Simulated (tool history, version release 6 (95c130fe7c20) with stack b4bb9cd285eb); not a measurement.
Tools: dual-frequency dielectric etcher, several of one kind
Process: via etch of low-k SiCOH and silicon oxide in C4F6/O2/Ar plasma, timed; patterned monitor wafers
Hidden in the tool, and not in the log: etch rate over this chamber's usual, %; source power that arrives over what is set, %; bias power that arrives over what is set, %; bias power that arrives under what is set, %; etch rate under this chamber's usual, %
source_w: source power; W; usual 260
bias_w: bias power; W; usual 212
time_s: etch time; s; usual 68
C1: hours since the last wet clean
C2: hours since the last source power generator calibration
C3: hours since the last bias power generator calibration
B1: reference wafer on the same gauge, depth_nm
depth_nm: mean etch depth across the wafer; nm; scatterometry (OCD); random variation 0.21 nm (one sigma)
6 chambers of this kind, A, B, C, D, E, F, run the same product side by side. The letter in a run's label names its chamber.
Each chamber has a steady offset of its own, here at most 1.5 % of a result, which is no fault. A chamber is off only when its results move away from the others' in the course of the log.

{"run": "1E", "hour": 11.4, "source_w": 260, "bias_w": 212, "time_s": 68, "C1": 488.5, "C2": 1450.7, "C3": 1607.3, "B1": 144.05, "depth_nm": 158.33}
{"run": "2A", "hour": 23.9, "source_w": 260, "bias_w": 212, "time_s": 68, "C1": 212.9, "C2": 76.4, "C3": 1604, "B1": 144, "depth_nm": 158.59}
{"run": "3F", "hour": 29.9, "source_w": 260, "bias_w": 212, "time_s": 68, "C1": 152.2, "C2": 769.3, "C3": 844.5, "B1": 144.05, "depth_nm": 155.9}
{"run": "4D", "hour": 39.2, "source_w": 260, "bias_w": 212, "time_s": 68, "C1": 219, "C2": 2690.7, "C3": 2412.8, "B1": 144.08, "depth_nm": 157.89}
{"run": "5B", "hour": 51.1, "source_w": 260, "bias_w": 212, "time_s": 68, "C1": 169.9, "C2": 3600.5, "C3": 330.4, "B1": 144.17, "depth_nm": 158.57}
{"run": "6C", "hour": 58.3, "source_w": 260, "bias_w": 212, "time_s": 68, "C1": 240.9, "C2": 1184.8, "C3": 1776, "B1": 144.13, "depth_nm": 156.24}
{"run": "7B", "hour": 66.4, "source_w": 260, "bias_w": 212, "time_s": 68, "C1": 185.2, "C2": 3615.8, "C3": 345.7, "B1": 144.14, "depth_nm": 158.21}
{"run": "8F", "hour": 72.4, "source_w": 260, "bias_w": 212, "time_s": 68, "C1": 194.7, "C2": 811.8, "C3": 887, "B1": 144.17, "depth_nm": 156.02}
{"run": "9C", "hour": 82.2, "source_w": 260, "bias_w": 212, "time_s": 68, "C1": 264.8, "C2": 1208.7, "C3": 1799.9, "B1": 144.2, "depth_nm": 156.14}
{"run": "10E", "hour": 93.4, "source_w": 260, "bias_w": 212, "time_s": 68, "C1": 570.5, "C2": 1532.7, "C3": 1689.3, "B1": 144.24, "depth_nm": 159.03}
{"run": "11A", "hour": 101.2, "source_w": 260, "bias_w": 212, "time_s": 68, "C1": 290.2, "C2": 153.7, "C3": 1681.3, "B1": 144.22, "depth_nm": 158.96}
{"run": "12D", "hour": 108.5, "source_w": 260, "bias_w": 212, "time_s": 68, "C1": 288.3, "C2": 2760, "C3": 2482.1, "B1": 144.29, "depth_nm": 158.49}
{"run": "13C", "hour": 114.4, "source_w": 240, "bias_w": 212, "time_s": 75, "C1": 297, "C2": 1240.9, "C3": 1832.1, "B1": 144.23, "depth_nm": 167.67}
{"run": "14F", "hour": 121.2, "source_w": 240, "bias_w": 212, "time_s": 75, "C1": 243.5, "C2": 860.6, "C3": 935.8, "B1": 144.26, "depth_nm": 167.07}
{"run": "15B", "hour": 128.2, "source_w": 240, "bias_w": 212, "time_s": 75, "C1": 247, "C2": 3677.6, "C3": 407.5, "B1": 144.27, "depth_nm": 169.75}
{"hour": 131.0, "done": "chamber E: wet clean of the chamber"}
{"run": "16E", "hour": 136.0, "source_w": 240, "bias_w": 212, "time_s": 75, "C1": 5.1, "C2": 1575.3, "C3": 1731.9, "B1": 144.31, "depth_nm": 169.85}
{"run": "17D", "hour": 146.1, "source_w": 240, "bias_w": 212, "time_s": 75, "C1": 325.9, "C2": 2797.6, "C3": 2519.7, "B1": 144.29, "depth_nm": 169.2}
{"run": "18A", "hour": 158.1, "source_w": 240, "bias_w": 212, "time_s": 75, "C1": 347.1, "C2": 210.6, "C3": 1738.2, "B1": 144.33, "depth_nm": 170.27}
{"run": "19C", "hour": 164.8, "source_w": 260, "bias_w": 212, "time_s": 68, "C1": 347.4, "C2": 1291.3, "C3": 1882.5, "B1": 144.36, "depth_nm": 156.89}
{"run": "20A", "hour": 177.4, "source_w": 260, "bias_w": 212, "time_s": 68, "C1": 366.4, "C2": 229.9, "C3": 1757.5, "B1": 144.42, "depth_nm": 159.04}
{"run": "21D", "hour": 189.4, "source_w": 260, "bias_w": 212, "time_s": 68, "C1": 369.2, "C2": 2840.9, "C3": 2563, "B1": 144.41, "depth_nm": 158.45}
{"hour": 192.7, "done": "chamber A: wet clean of the chamber"}
{"run": "22F", "hour": 198.5, "source_w": 260, "bias_w": 212, "time_s": 68, "C1": 320.8, "C2": 937.9, "C3": 1013.1, "B1": 144.44, "depth_nm": 156.58}
{"run": "23E", "hour": 204.3, "source_w": 260, "bias_w": 212, "time_s": 68, "C1": 73.4, "C2": 1643.6, "C3": 1800.2, "B1": 144.45, "depth_nm": 158.79}
{"run": "24B", "hour": 210.4, "source_w": 260, "bias_w": 212, "time_s": 68, "C1": 329.2, "C2": 3759.8, "C3": 489.7, "B1": 144.5, "depth_nm": 158.72}
{"run": "25B", "hour": 218.2, "source_w": 260, "bias_w": 244, "time_s": 54, "C1": 337, "C2": 3767.6, "C3": 497.5, "B1": 144.46, "depth_nm": 132.05}
{"run": "26C", "hour": 229.6, "source_w": 260, "bias_w": 244, "time_s": 54, "C1": 412.2, "C2": 1356.1, "C3": 1947.3, "B1": 144.53, "depth_nm": 130.82}
{"run": "27E", "hour": 241.7, "source_w": 260, "bias_w": 244, "time_s": 54, "C1": 110.8, "C2": 1681, "C3": 1837.6, "B1": 144.58, "depth_nm": 132.47}
{"run": "28A", "hour": 252.2, "source_w": 260, "bias_w": 244, "time_s": 54, "C1": 59.5, "C2": 304.7, "C3": 1832.3, "B1": 144.56, "depth_nm": 132.62}
{"hour": 258.0, "done": "chamber F: wet clean of the chamber"}
{"run": "29D", "hour": 264.0, "source_w": 260, "bias_w": 244, "time_s": 54, "C1": 443.8, "C2": 2915.5, "C3": 2637.6, "B1": 144.6, "depth_nm": 132.09}
{"run": "30F", "hour": 273.5, "source_w": 260, "bias_w": 244, "time_s": 54, "C1": 15.6, "C2": 1012.9, "C3": 1088.1, "B1": 144.62, "depth_nm": 130.7}
{"run": "31F", "hour": 281.5, "source_w": 260, "bias_w": 212, "time_s": 68, "C1": 23.6, "C2": 1020.9, "C3": 1096.1, "B1": 144.61, "depth_nm": 156.28}
{"run": "32D", "hour": 289.9, "source_w": 260, "bias_w": 212, "time_s": 68, "C1": 469.7, "C2": 2941.4, "C3": 2663.5, "B1": 144.64, "depth_nm": 158.34}
{"run": "33E", "hour": 297.0, "source_w": 260, "bias_w": 212, "time_s": 68, "C1": 166.1, "C2": 1736.3, "C3": 1892.9, "B1": 144.69, "depth_nm": 158.92}
{"hour": 297.9, "done": "chamber C: wet clean of the chamber"}
{"run": "34B", "hour": 302.5, "source_w": 260, "bias_w": 212, "time_s": 68, "C1": 421.3, "C2": 3851.9, "C3": 581.8, "B1": 144.71, "depth_nm": 158.93}
{"run": "35A", "hour": 311.9, "source_w": 260, "bias_w": 212, "time_s": 68, "C1": 119.2, "C2": 364.4, "C3": 1892, "B1": 144.74, "depth_nm": 159.22}
{"run": "36C", "hour": 319.0, "source_w": 260, "bias_w": 212, "time_s": 68, "C1": 21.2, "C2": 1445.5, "C3": 2036.7, "B1": 144.73, "depth_nm": 156.93}
{"run": "37B", "hour": 327.2, "source_w": 260, "bias_w": 212, "time_s": 68, "C1": 446, "C2": 3876.6, "C3": 606.5, "B1": 144.77, "depth_nm": 158.75}
{"run": "38C", "hour": 335.2, "source_w": 260, "bias_w": 212, "time_s": 68, "C1": 37.4, "C2": 1461.7, "C3": 2052.9, "B1": 144.72, "depth_nm": 157.39}

All 6 chambers run these settings next. Forecast each chamber's results:
{"run": "39A", "hour": 344.4, "source_w": 260, "bias_w": 212, "time_s": 68, "depth_nm": "?"}
{"run": "39B", "hour": 344.4, "source_w": 260, "bias_w": 212, "time_s": 68, "depth_nm": "?"}
{"run": "39C", "hour": 344.4, "source_w": 260, "bias_w": 212, "time_s": 68, "depth_nm": "?"}
{"run": "39D", "hour": 344.4, "source_w": 260, "bias_w": 212, "time_s": 68, "depth_nm": "?"}
{"run": "39E", "hour": 344.4, "source_w": 260, "bias_w": 212, "time_s": 68, "depth_nm": "?"}
{"run": "39F", "hour": 344.4, "source_w": 260, "bias_w": 212, "time_s": 68, "depth_nm": "?"}

run=39A depth_nm=159.61
run=39B depth_nm=159.21
run=39C depth_nm=157.73
run=39D depth_nm=158.56
run=39E depth_nm=159.24
run=39F depth_nm=156.25

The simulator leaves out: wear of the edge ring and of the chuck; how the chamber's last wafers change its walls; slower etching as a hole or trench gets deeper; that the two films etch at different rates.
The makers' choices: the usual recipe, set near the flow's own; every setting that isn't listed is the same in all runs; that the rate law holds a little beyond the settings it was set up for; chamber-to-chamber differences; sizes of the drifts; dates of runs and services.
